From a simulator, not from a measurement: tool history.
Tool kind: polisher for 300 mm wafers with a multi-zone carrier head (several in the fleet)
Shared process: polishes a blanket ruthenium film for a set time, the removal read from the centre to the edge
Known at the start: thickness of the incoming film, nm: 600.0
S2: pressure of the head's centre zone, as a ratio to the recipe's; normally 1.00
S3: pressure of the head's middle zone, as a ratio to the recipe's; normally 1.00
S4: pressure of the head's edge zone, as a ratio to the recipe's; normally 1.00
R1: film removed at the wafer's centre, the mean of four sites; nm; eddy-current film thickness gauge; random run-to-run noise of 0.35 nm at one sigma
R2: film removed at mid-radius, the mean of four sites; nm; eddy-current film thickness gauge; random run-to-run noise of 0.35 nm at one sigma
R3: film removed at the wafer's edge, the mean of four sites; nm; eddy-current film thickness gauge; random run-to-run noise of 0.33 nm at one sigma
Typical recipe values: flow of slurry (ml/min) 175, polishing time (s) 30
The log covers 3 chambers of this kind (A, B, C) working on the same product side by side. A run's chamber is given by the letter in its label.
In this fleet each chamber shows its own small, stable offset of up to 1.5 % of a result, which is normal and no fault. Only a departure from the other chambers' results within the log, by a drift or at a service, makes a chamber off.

{"hour": 1.3, "done": "chamber C: worn pad replaced by a new one"}
{"run": "1A", "hour": 10.7, "flow of slurry (ml/min)": 175, "S2": 1.0, "S3": 1.0, "S4": 1.0, "polishing time (s)": 30, "R1": 30.146, "R2": 29.645, "R3": 30.369}
{"run": "2C", "hour": 19.1, "flow of slurry (ml/min)": 175, "S2": 1.0, "S3": 1.0, "S4": 1.0, "polishing time (s)": 30, "R1": 30.652, "R2": 30.598, "R3": 31.058}
{"hour": 20.3, "done": "chamber A: worn pad replaced by a new one"}
{"run": "3B", "hour": 27.2, "flow of slurry (ml/min)": 175, "S2": 1.0, "S3": 1.0, "S4": 1.0, "polishing time (s)": 30, "R1": 29.921, "R2": 30.642, "R3": 30.558}
{"run": "4A", "hour": 37.3, "flow of slurry (ml/min)": 175, "S2": 1.0, "S3": 1.0, "S4": 1.0, "polishing time (s)": 30, "R1": 30.176, "R2": 30.071, "R3": 31.178}
{"run": "5C", "hour": 48.7, "flow of slurry (ml/min)": 175, "S2": 1.0, "S3": 1.0, "S4": 1.0, "polishing time (s)": 30, "R1": 30.817, "R2": 30.567, "R3": 30.589}
{"run": "6B", "hour": 60.6, "flow of slurry (ml/min)": 175, "S2": 1.0, "S3": 1.0, "S4": 1.0, "polishing time (s)": 30, "R1": 30.971, "R2": 30.12, "R3": 30.783}
{"run": "7A", "hour": 74.0, "flow of slurry (ml/min)": 175, "S2": 1.0, "S3": 1.0, "S4": 1.0, "polishing time (s)": 30, "R1": 30.586, "R2": 30.106, "R3": 30.578}
{"run": "8C", "hour": 89.2, "flow of slurry (ml/min)": 175, "S2": 1.0, "S3": 1.0, "S4": 1.0, "polishing time (s)": 30, "R1": 29.953, "R2": 30.093, "R3": 31.11}
{"run": "9B", "hour": 97.6, "flow of slurry (ml/min)": 175, "S2": 1.0, "S3": 1.0, "S4": 1.0, "polishing time (s)": 30, "R1": 30.572, "R2": 30.254, "R3": 30.494}
{"hour": 102.3, "done": "chamber B: slurry nozzle cleaned"}
{"hour": 103.4, "done": "chamber C: worn pad replaced by a new one"}
{"run": "10B", "hour": 106.2, "flow of slurry (ml/min)": 175, "S2": 1.0, "S3": 1.0, "S4": 1.0, "polishing time (s)": 30, "R1": 30.459, "R2": 30.74, "R3": 30.672}
{"hour": 108.4, "done": "chamber A: worn pad replaced by a new one"}
{"hour": 111.9, "done": "chamber B: worn pad replaced by a new one"}
{"run": "11A", "hour": 119.8, "flow of slurry (ml/min)": 175, "S2": 1.0, "S3": 1.0, "S4": 1.0, "polishing time (s)": 30, "R1": 31.082, "R2": 29.507, "R3": 30.569}
{"run": "12C", "hour": 127.3, "flow of slurry (ml/min)": 175, "S2": 1.0, "S3": 1.0, "S4": 1.0, "polishing time (s)": 30, "R1": 30.114, "R2": 30.141, "R3": 30.659}
{"run": "13A", "hour": 134.7, "flow of slurry (ml/min)": 175, "S2": 1.0, "S3": 1.0, "S4": 1.0, "polishing time (s)": 30, "R1": 30.749, "R2": 30.555, "R3": 30.68}
{"run": "14B", "hour": 143.8, "flow of slurry (ml/min)": 175, "S2": 1.0, "S3": 1.0, "S4": 1.0, "polishing time (s)": 30, "R1": 30.439, "R2": 31.041, "R3": 30.552}
{"hour": 150.3, "done": "chamber A: slurry nozzle cleaned"}
{"run": "15C", "hour": 152.7, "flow of slurry (ml/min)": 175, "S2": 0.89, "S3": 1.0, "S4": 1.04, "polishing time (s)": 30, "R1": 26.611, "R2": 30.208, "R3": 31.612}
{"run": "16B", "hour": 163.7, "flow of slurry (ml/min)": 175, "S2": 0.89, "S3": 1.0, "S4": 1.04, "polishing time (s)": 30, "R1": 26.896, "R2": 30.811, "R3": 30.77}
{"run": "17A", "hour": 173.5, "flow of slurry (ml/min)": 175, "S2": 0.89, "S3": 1.0, "S4": 1.04, "polishing time (s)": 30, "R1": 25.953, "R2": 29.878, "R3": 31.66}
{"run": "18C", "hour": 188.1, "flow of slurry (ml/min)": 175, "S2": 1.0, "S3": 1.0, "S4": 1.0, "polishing time (s)": 30, "R1": 30.632, "R2": 31.064, "R3": 30.863}
{"hour": 195.1, "done": "chamber A: worn pad replaced by a new one"}
{"run": "19B", "hour": 198.4, "flow of slurry (ml/min)": 175, "S2": 1.0, "S3": 1.0, "S4": 1.0, "polishing time (s)": 30, "R1": 30.896, "R2": 30.155, "R3": 30.788}
{"hour": 209.2, "done": "chamber C: worn pad replaced by a new one"}
{"run": "20C", "hour": 211.1, "flow of slurry (ml/min)": 175, "S2": 1.0, "S3": 1.0, "S4": 1.0, "polishing time (s)": 30, "R1": 30.705, "R2": 30.124, "R3": 31.254}
{"run": "21A", "hour": 224.0, "flow of slurry (ml/min)": 175, "S2": 1.0, "S3": 1.0, "S4": 1.0, "polishing time (s)": 30, "R1": 30.377, "R2": 30.554, "R3": 31.143}
{"run": "22C", "hour": 232.6, "flow of slurry (ml/min)": 175, "S2": 1.0, "S3": 1.0, "S4": 1.0, "polishing time (s)": 30, "R1": 30.808, "R2": 30.234, "R3": 31.172}
{"hour": 242.1, "done": "chamber B: worn pad replaced by a new one"}
{"run": "23B", "hour": 246.2, "flow of slurry (ml/min)": 195, "S2": 1.0, "S3": 1.0, "S4": 1.0, "polishing time (s)": 39, "R1": 39.748, "R2": 40.564, "R3": 40.408}
{"hour": 247.6, "done": "chamber A: edge zone pressure recalibrated"}
{"hour": 250.7, "done": "chamber C: slurry nozzle cleaned"}
{"run": "24A", "hour": 255.1, "flow of slurry (ml/min)": 195, "S2": 1.0, "S3": 1.0, "S4": 1.0, "polishing time (s)": 39, "R1": 41.287, "R2": 39.619, "R3": 40.052}
{"run": "25C", "hour": 267.0, "flow of slurry (ml/min)": 195, "S2": 1.0, "S3": 1.0, "S4": 1.0, "polishing time (s)": 39, "R1": 40.894, "R2": 39.102, "R3": 39.867}
{"hour": 275.7, "done": "chamber C: centre zone pressure recalibrated"}
{"hour": 281.5, "done": "chamber A: worn pad replaced by a new one"}
{"run": "26A", "hour": 282.2, "flow of slurry (ml/min)": 175, "S2": 1.0, "S3": 1.0, "S4": 1.0, "polishing time (s)": 30, "R1": 30.245, "R2": 30.329, "R3": 31.23}
{"hour": 296.6, "done": "chamber C: edge zone pressure recalibrated"}
{"run": "27B", "hour": 297.2, "flow of slurry (ml/min)": 175, "S2": 1.0, "S3": 1.0, "S4": 1.0, "polishing time (s)": 30, "R1": 30.685, "R2": 29.807, "R3": 30.284}
{"run": "28C", "hour": 310.5, "flow of slurry (ml/min)": 175, "S2": 1.0, "S3": 1.0, "S4": 1.0, "polishing time (s)": 30, "R1": 31.965, "R2": 30.6, "R3": 30.256}
{"hour": 316.3, "done": "chamber C: worn pad replaced by a new one"}
{"run": "29B", "hour": 325.7, "flow of slurry (ml/min)": 175, "S2": 1.09, "S3": 1.09, "S4": 1.0, "polishing time (s)": 30, "R1": 34.555, "R2": 32.878, "R3": 30.204}
{"hour": 329.5, "done": "chamber A: centre zone pressure recalibrated"}
{"run": "30A", "hour": 335.5, "flow of slurry (ml/min)": 175, "S2": 1.09, "S3": 1.09, "S4": 1.0, "polishing time (s)": 30, "R1": 33.389, "R2": 31.475, "R3": 29.889}
{"run": "31C", "hour": 343.1, "flow of slurry (ml/min)": 175, "S2": 1.09, "S3": 1.09, "S4": 1.0, "polishing time (s)": 30, "R1": 36.471, "R2": 32.625, "R3": 30.455}
{"run": "32A", "hour": 358.5, "flow of slurry (ml/min)": 175, "S2": 1.0, "S3": 1.0, "S4": 1.0, "polishing time (s)": 30, "R1": 30.31, "R2": 30.214, "R3": 30.109}
{"run": "33B", "hour": 369.8, "flow of slurry (ml/min)": 175, "S2": 1.0, "S3": 1.0, "S4": 1.0, "polishing time (s)": 30, "R1": 30.539, "R2": 30.611, "R3": 31.09}
{"hour": 376.7, "done": "chamber B: worn pad replaced by a new one"}
{"run": "34C", "hour": 379.9, "flow of slurry (ml/min)": 175, "S2": 1.0, "S3": 1.0, "S4": 1.0, "polishing time (s)": 37, "R1": 40.893, "R2": 38.007, "R3": 38.42}
{"run": "35B", "hour": 392.3, "flow of slurry (ml/min)": 175, "S2": 1.0, "S3": 1.0, "S4": 1.0, "polishing time (s)": 37, "R1": 37.487, "R2": 37.345, "R3": 38.196}
{"hour": 392.8, "done": "chamber A: worn pad replaced by a new one"}
{"run": "36A", "hour": 406.7, "flow of slurry (ml/min)": 175, "S2": 1.0, "S3": 1.0, "S4": 1.0, "polishing time (s)": 37, "R1": 37.368, "R2": 37.329, "R3": 37.585}
{"run": "37B", "hour": 417.5, "flow of slurry (ml/min)": 175, "S2": 1.0, "S3": 1.0, "S4": 1.0, "polishing time (s)": 30, "R1": 30.417, "R2": 30.863, "R3": 31.508}
{"hour": 420.8, "done": "chamber C: worn pad replaced by a new one"}
{"run": "38A", "hour": 429.9, "flow of slurry (ml/min)": 175, "S2": 1.0, "S3": 1.0, "S4": 1.0, "polishing time (s)": 30, "R1": 30.354, "R2": 29.917, "R3": 30.951}
{"run": "39C", "hour": 438.5, "flow of slurry (ml/min)": 175, "S2": 1.0, "S3": 1.0, "S4": 1.0, "polishing time (s)": 30, "R1": 32.995, "R2": 30.344, "R3": 30.817}
{"run": "40A", "hour": 446.6, "flow of slurry (ml/min)": 175, "S2": 1.0, "S3": 1.0, "S4": 1.0, "polishing time (s)": 30, "R1": 30.75, "R2": 29.88, "R3": 30.496}
{"run": "41B", "hour": 461.9, "flow of slurry (ml/min)": 175, "S2": 1.0, "S3": 1.0, "S4": 1.0, "polishing time (s)": 30, "R1": 30.502, "R2": 30.702, "R3": 30.778}
{"run": "42C", "hour": 472.0, "flow of slurry (ml/min)": 175, "S2": 1.0, "S3": 1.0, "S4": 1.0, "polishing time (s)": 30, "R1": 32.768, "R2": 30.382, "R3": 30.912}
{"run": "43C", "hour": 484.3, "flow of slurry (ml/min)": 140, "S2": 1.0, "S3": 1.0, "S4": 1.0, "polishing time (s)": 30, "R1": 31.529, "R2": 29.532, "R3": 29.829}
{"run": "44B", "hour": 496.7, "flow of slurry (ml/min)": 140, "S2": 1.0, "S3": 1.0, "S4": 1.0, "polishing time (s)": 30, "R1": 29.404, "R2": 29.534, "R3": 29.316}

The same settings go to every chamber for the next run, one line per chamber below. Forecast the results for each:
{"run": "45A", "hour": 507.8, "flow of slurry (ml/min)": 175, "S2": 1.0, "S3": 1.0, "S4": 1.0, "polishing time (s)": 30, "R1": "?", "R2": "?", "R3": "?"}
{"run": "45B", "hour": 507.8, "flow of slurry (ml/min)": 175, "S2": 1.0, "S3": 1.0, "S4": 1.0, "polishing time (s)": 30, "R1": "?", "R2": "?", "R3": "?"}
{"run": "45C", "hour": 507.8, "flow of slurry (ml/min)": 175, "S2": 1.0, "S3": 1.0, "S4": 1.0, "polishing time (s)": 30, "R1": "?", "R2": "?", "R3": "?"}

run=45A R1=30.400 R2=30.334 R3=29.966
run=45B R1=30.464 R2=30.679 R3=29.898
run=45C R1=32.481 R2=29.935 R3=30.476

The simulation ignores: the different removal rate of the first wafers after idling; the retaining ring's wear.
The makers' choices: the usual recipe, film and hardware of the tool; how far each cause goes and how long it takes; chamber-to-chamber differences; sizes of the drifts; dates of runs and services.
